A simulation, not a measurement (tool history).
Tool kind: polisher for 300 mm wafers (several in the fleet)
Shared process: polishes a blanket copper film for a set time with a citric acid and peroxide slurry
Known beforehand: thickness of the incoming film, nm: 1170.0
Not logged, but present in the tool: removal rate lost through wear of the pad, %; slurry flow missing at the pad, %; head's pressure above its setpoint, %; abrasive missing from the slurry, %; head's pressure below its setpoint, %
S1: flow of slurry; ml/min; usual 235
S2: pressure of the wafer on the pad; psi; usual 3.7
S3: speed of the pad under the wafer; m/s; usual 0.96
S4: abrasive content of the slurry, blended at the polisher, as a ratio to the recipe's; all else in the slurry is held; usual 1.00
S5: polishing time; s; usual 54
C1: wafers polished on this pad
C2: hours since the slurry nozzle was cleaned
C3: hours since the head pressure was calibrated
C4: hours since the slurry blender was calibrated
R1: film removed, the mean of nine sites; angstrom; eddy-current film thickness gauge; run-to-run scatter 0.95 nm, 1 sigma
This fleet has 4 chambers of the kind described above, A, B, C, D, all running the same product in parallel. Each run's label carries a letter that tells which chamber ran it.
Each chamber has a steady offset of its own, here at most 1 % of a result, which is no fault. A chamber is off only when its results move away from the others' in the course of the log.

run   hour   S1   S2    S3    S4  S5    C1     C2      C3     C4      R1
       6.5  -- chamber C: slurry nozzle cleaned
 1D    7.2  235  3.7  0.96  1.00  54  1083   85.1   274.8  243.6  1530.4
      17.0  -- chamber C: slurry blender recalibrated
 2B   20.3  235  3.7  0.96  1.00  54   526  207.4   240.5  204.0  1544.7
      21.9  -- chamber A: worn pad replaced by a new one
 3A   36.5  235  3.7  0.96  1.00  54   102  539.1   318.4  173.9  1522.2
      45.6  -- chamber B: worn pad replaced by a new one
 4C   51.1  235  3.7  0.96  1.00  54  1293   44.6   738.3   34.1  1496.4
      53.8  -- chamber B: slurry blender recalibrated
 5D   64.7  235  3.7  0.96  1.00  54  1484  142.6   332.3  301.1  1542.8
      75.6  -- chamber D: worn pad replaced by a new one
 6B   76.4  235  3.7  0.96  1.00  54   215  263.5   296.6   22.7  1540.7
 7A   89.4  235  3.7  0.96  1.00  54   471  592.0   371.3  226.8  1514.8
 8C  100.7  235  3.7  0.96  1.00  54  1640   94.2   787.9   83.7  1498.5
 9A  109.5  235  3.7  0.96  1.00  54   612  612.1   391.4  246.9  1516.5
     114.1  -- chamber A: slurry nozzle cleaned
     119.4  -- chamber A: worn pad replaced by a new one
10C  124.5  235  3.7  0.96  1.00  54  1806  118.0   811.7  107.5  1495.7
11B  136.4  235  3.7  0.96  1.00  54   634  323.5   356.6   82.7  1539.7
     137.5  -- chamber B: worn pad replaced by a new one
12D  147.2  235  3.7  0.96  1.00  54   500  225.1   414.8  383.6  1549.6
13D  163.6  300  3.7  0.96  1.00  73   614  241.5   431.2  400.0  2116.0
14A  173.0  300  3.7  0.96  1.00  73   374   59.0   454.9  310.4  2137.7
15C  186.0  300  3.7  0.96  1.00  73  2236  179.5   873.2  169.0  2060.0
16B  196.1  300  3.7  0.96  1.00  73   409  383.2   416.3  142.4  2132.0
     202.4  -- chamber C: slurry nozzle cleaned
     204.6  -- chamber A: worn pad replaced by a new one
17B  204.9  235  3.7  0.96  1.00  54   471  392.0   425.1  151.2  1532.9
     208.4  -- chamber D: slurry blender recalibrated
18A  214.4  235  3.7  0.96  1.00  54    69  100.4   496.3  351.8  1544.8
19C  222.4  235  3.7  0.96  1.00  54  2490   20.1   909.6  205.4  1472.7
20D  236.9  235  3.7  0.96  1.00  54  1126  314.8   504.5   28.6  1526.3
     240.2  -- chamber B: worn pad replaced by a new one
21C  244.4  235  3.7  0.96  1.00  54  2643   42.1   931.6  227.4  1464.6
22D  252.2  235  3.7  0.96  1.00  54  1233  330.1   519.8   43.9  1544.3
23B  266.7  235  3.7  0.96  1.00  54   185  453.8   486.9  213.0  1542.5
24A  278.4  235  3.7  0.96  1.00  54   516  164.4   560.3  415.8  1526.8
     283.5  -- chamber A: worn pad replaced by a new one
25A  290.3  235  3.7  0.96  1.00  54    48  176.3   572.2  427.7  1520.5
     292.6  -- chamber D: worn pad replaced by a new one
26C  298.9  235  3.7  0.96  1.00  54  3024   96.6   986.1  281.9  1481.4
     303.5  -- chamber A: slurry blender recalibrated
     311.5  -- chamber B: head pressure recalibrated
27D  315.4  235  3.7  0.96  1.00  54   159  393.3   583.0  107.1  1546.4
     317.6  -- chamber B: slurry blender recalibrated
28B  327.8  235  3.7  0.96  1.00  54   611  514.9    16.4   10.2  1544.8
29A  336.6  235  3.7  1.28  1.00  72   371  222.6   618.5   33.2  2696.1
30C  349.1  235  3.7  1.28  1.00  72  3375  146.8  1036.3  332.1  2560.1

All 4 chambers run these settings next. Forecast each chamber's results:
31A  360.9  235  3.7  0.96  1.15  54                   ?
31B  360.9  235  3.7  0.96  1.15  54                   ?
31C  360.9  235  3.7  0.96  1.15  54                   ?
31D  360.9  235  3.7  0.96  1.15  54                   ?

run      R1
31A  1589.3
31B  1567.1
31C  1491.3
31D  1590.4
